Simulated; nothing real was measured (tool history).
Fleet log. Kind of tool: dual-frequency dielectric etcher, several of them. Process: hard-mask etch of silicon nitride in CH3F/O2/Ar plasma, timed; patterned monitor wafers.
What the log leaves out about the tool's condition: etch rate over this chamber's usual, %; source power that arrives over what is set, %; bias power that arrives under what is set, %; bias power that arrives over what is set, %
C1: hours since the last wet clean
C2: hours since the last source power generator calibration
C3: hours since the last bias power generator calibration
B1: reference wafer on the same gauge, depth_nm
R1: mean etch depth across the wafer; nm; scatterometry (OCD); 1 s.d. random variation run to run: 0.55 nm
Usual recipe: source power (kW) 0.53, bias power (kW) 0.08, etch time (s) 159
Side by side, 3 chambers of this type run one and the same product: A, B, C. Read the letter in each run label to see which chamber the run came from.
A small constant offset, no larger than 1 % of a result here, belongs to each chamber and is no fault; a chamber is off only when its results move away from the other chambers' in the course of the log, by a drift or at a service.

{"run": "1A", "hour": 7.5, "source power (kW)": 0.53, "bias power (kW)": 0.08, "etch time (s)": 159, "C1": 398.6, "C2": 381.2, "C3": 1365.7, "B1": 121.07, "R1": 128.07}
{"run": "2B", "hour": 16.8, "source power (kW)": 0.53, "bias power (kW)": 0.08, "etch time (s)": 159, "C1": 311.1, "C2": 1858.9, "C3": 251.8, "B1": 120.91, "R1": 128.63}
{"run": "3C", "hour": 23.9, "source power (kW)": 0.53, "bias power (kW)": 0.08, "etch time (s)": 159, "C1": 79.7, "C2": 2273.4, "C3": 1313.9, "B1": 121.06, "R1": 130.03}
{"run": "4B", "hour": 37.4, "source power (kW)": 0.53, "bias power (kW)": 0.08, "etch time (s)": 159, "C1": 331.7, "C2": 1879.5, "C3": 272.4, "B1": 120.86, "R1": 129.25}
{"hour": 47.8, "done": "chamber A: wet clean of the chamber"}
{"run": "5C", "hour": 53.5, "source power (kW)": 0.53, "bias power (kW)": 0.08, "etch time (s)": 159, "C1": 109.3, "C2": 2303, "C3": 1343.5, "B1": 121, "R1": 129.24}
{"run": "6A", "hour": 67.2, "source power (kW)": 0.53, "bias power (kW)": 0.08, "etch time (s)": 159, "C1": 19.4, "C2": 440.9, "C3": 1425.4, "B1": 120.87, "R1": 128.49}
{"run": "7B", "hour": 75.6, "source power (kW)": 0.53, "bias power (kW)": 0.08, "etch time (s)": 159, "C1": 369.9, "C2": 1917.7, "C3": 310.6, "B1": 121.01, "R1": 128.88}
{"run": "8A", "hour": 91.4, "source power (kW)": 0.53, "bias power (kW)": 0.08, "etch time (s)": 159, "C1": 43.6, "C2": 465.1, "C3": 1449.6, "B1": 121.05, "R1": 128.14}
{"run": "9C", "hour": 104.1, "source power (kW)": 0.44, "bias power (kW)": 0.08, "etch time (s)": 198, "C1": 159.9, "C2": 2353.6, "C3": 1394.1, "B1": 121.05, "R1": 149.96}
{"hour": 107.6, "done": "chamber B: wet clean of the chamber"}
{"run": "10A", "hour": 117.8, "source power (kW)": 0.44, "bias power (kW)": 0.08, "etch time (s)": 198, "C1": 70, "C2": 491.5, "C3": 1476, "B1": 121.04, "R1": 148.9}
{"run": "11B", "hour": 127.1, "source power (kW)": 0.44, "bias power (kW)": 0.08, "etch time (s)": 198, "C1": 19.6, "C2": 1969.2, "C3": 362.1, "B1": 120.98, "R1": 149.26}
{"run": "12C", "hour": 141.9, "source power (kW)": 0.53, "bias power (kW)": 0.08, "etch time (s)": 119.5, "C1": 197.7, "C2": 2391.4, "C3": 1431.9, "B1": 121.06, "R1": 97.308}
{"run": "13C", "hour": 149.0, "source power (kW)": 0.53, "bias power (kW)": 0.08, "etch time (s)": 119.5, "C1": 204.8, "C2": 2398.5, "C3": 1439, "B1": 121.01, "R1": 96.902}
{"run": "14A", "hour": 159.6, "source power (kW)": 0.53, "bias power (kW)": 0.08, "etch time (s)": 119.5, "C1": 111.8, "C2": 533.3, "C3": 1517.8, "B1": 121.11, "R1": 96.501}
{"run": "15B", "hour": 172.5, "source power (kW)": 0.53, "bias power (kW)": 0.08, "etch time (s)": 159, "C1": 65, "C2": 2014.6, "C3": 407.5, "B1": 120.88, "R1": 127.91}
{"run": "16C", "hour": 180.4, "source power (kW)": 0.61, "bias power (kW)": 0.08, "etch time (s)": 159, "C1": 236.2, "C2": 2429.9, "C3": 1470.4, "B1": 121.06, "R1": 136.06}
{"run": "17A", "hour": 192.7, "source power (kW)": 0.61, "bias power (kW)": 0.08, "etch time (s)": 159, "C1": 144.9, "C2": 566.4, "C3": 1550.9, "B1": 121.07, "R1": 135.49}
{"run": "18B", "hour": 204.9, "source power (kW)": 0.61, "bias power (kW)": 0.08, "etch time (s)": 159, "C1": 97.4, "C2": 2047, "C3": 439.9, "B1": 121.06, "R1": 135.54}
{"run": "19A", "hour": 217.4, "source power (kW)": 0.53, "bias power (kW)": 0.08, "etch time (s)": 159, "C1": 169.6, "C2": 591.1, "C3": 1575.6, "B1": 120.99, "R1": 128.34}
{"run": "20B", "hour": 228.9, "source power (kW)": 0.53, "bias power (kW)": 0.08, "etch time (s)": 159, "C1": 121.4, "C2": 2071, "C3": 463.9, "B1": 121.03, "R1": 128.9}
{"run": "21C", "hour": 242.0, "source power (kW)": 0.53, "bias power (kW)": 0.08, "etch time (s)": 159, "C1": 297.8, "C2": 2491.5, "C3": 1532, "B1": 121.07, "R1": 129.88}
{"run": "22B", "hour": 257.0, "source power (kW)": 0.53, "bias power (kW)": 0.08, "etch time (s)": 159, "C1": 149.5, "C2": 2099.1, "C3": 492, "B1": 121.05, "R1": 127.85}
{"run": "23A", "hour": 269.9, "source power (kW)": 0.53, "bias power (kW)": 0.08, "etch time (s)": 159, "C1": 222.1, "C2": 643.6, "C3": 1628.1, "B1": 121.1, "R1": 127.78}
{"run": "24C", "hour": 279.9, "source power (kW)": 0.53, "bias power (kW)": 0.08, "etch time (s)": 159, "C1": 335.7, "C2": 2529.4, "C3": 1569.9, "B1": 120.9, "R1": 127.88}
{"run": "25A", "hour": 287.5, "source power (kW)": 0.53, "bias power (kW)": 0.08, "etch time (s)": 159, "C1": 239.7, "C2": 661.2, "C3": 1645.7, "B1": 120.99, "R1": 127.54}
{"run": "26B", "hour": 295.5, "source power (kW)": 0.53, "bias power (kW)": 0.08, "etch time (s)": 159, "C1": 188, "C2": 2137.6, "C3": 530.5, "B1": 121.08, "R1": 129.35}
{"run": "27C", "hour": 306.5, "source power (kW)": 0.53, "bias power (kW)": 0.08, "etch time (s)": 159, "C1": 362.3, "C2": 2556, "C3": 1596.5, "B1": 120.92, "R1": 129.85}
{"hour": 311.9, "done": "chamber C: wet clean of the chamber"}
{"run": "28B", "hour": 318.7, "source power (kW)": 0.53, "bias power (kW)": 0.08, "etch time (s)": 159, "C1": 211.2, "C2": 2160.8, "C3": 553.7, "B1": 121.01, "R1": 129.24}
{"run": "29A", "hour": 332.7, "source power (kW)": 0.48, "bias power (kW)": 0.08, "etch time (s)": 159, "C1": 284.9, "C2": 706.4, "C3": 1690.9, "B1": 121.08, "R1": 123.52}
{"run": "30C", "hour": 342.2, "source power (kW)": 0.48, "bias power (kW)": 0.08, "etch time (s)": 159, "C1": 30.4, "C2": 2591.7, "C3": 1632.2, "B1": 120.95, "R1": 124.99}

All chambers now run identical settings, listed one chamber a line with results as question marks. What results will each chamber show?
{"run": "31A", "hour": 353.8, "source power (kW)": 0.53, "bias power (kW)": 0.08, "etch time (s)": 159, "R1": "?"}
{"run": "31B", "hour": 353.8, "source power (kW)": 0.53, "bias power (kW)": 0.08, "etch time (s)": 159, "R1": "?"}
{"run": "31C", "hour": 353.8, "source power (kW)": 0.53, "bias power (kW)": 0.08, "etch time (s)": 159, "R1": "?"}

run=31A R1=128.72
run=31B R1=128.82
run=31C R1=130.23

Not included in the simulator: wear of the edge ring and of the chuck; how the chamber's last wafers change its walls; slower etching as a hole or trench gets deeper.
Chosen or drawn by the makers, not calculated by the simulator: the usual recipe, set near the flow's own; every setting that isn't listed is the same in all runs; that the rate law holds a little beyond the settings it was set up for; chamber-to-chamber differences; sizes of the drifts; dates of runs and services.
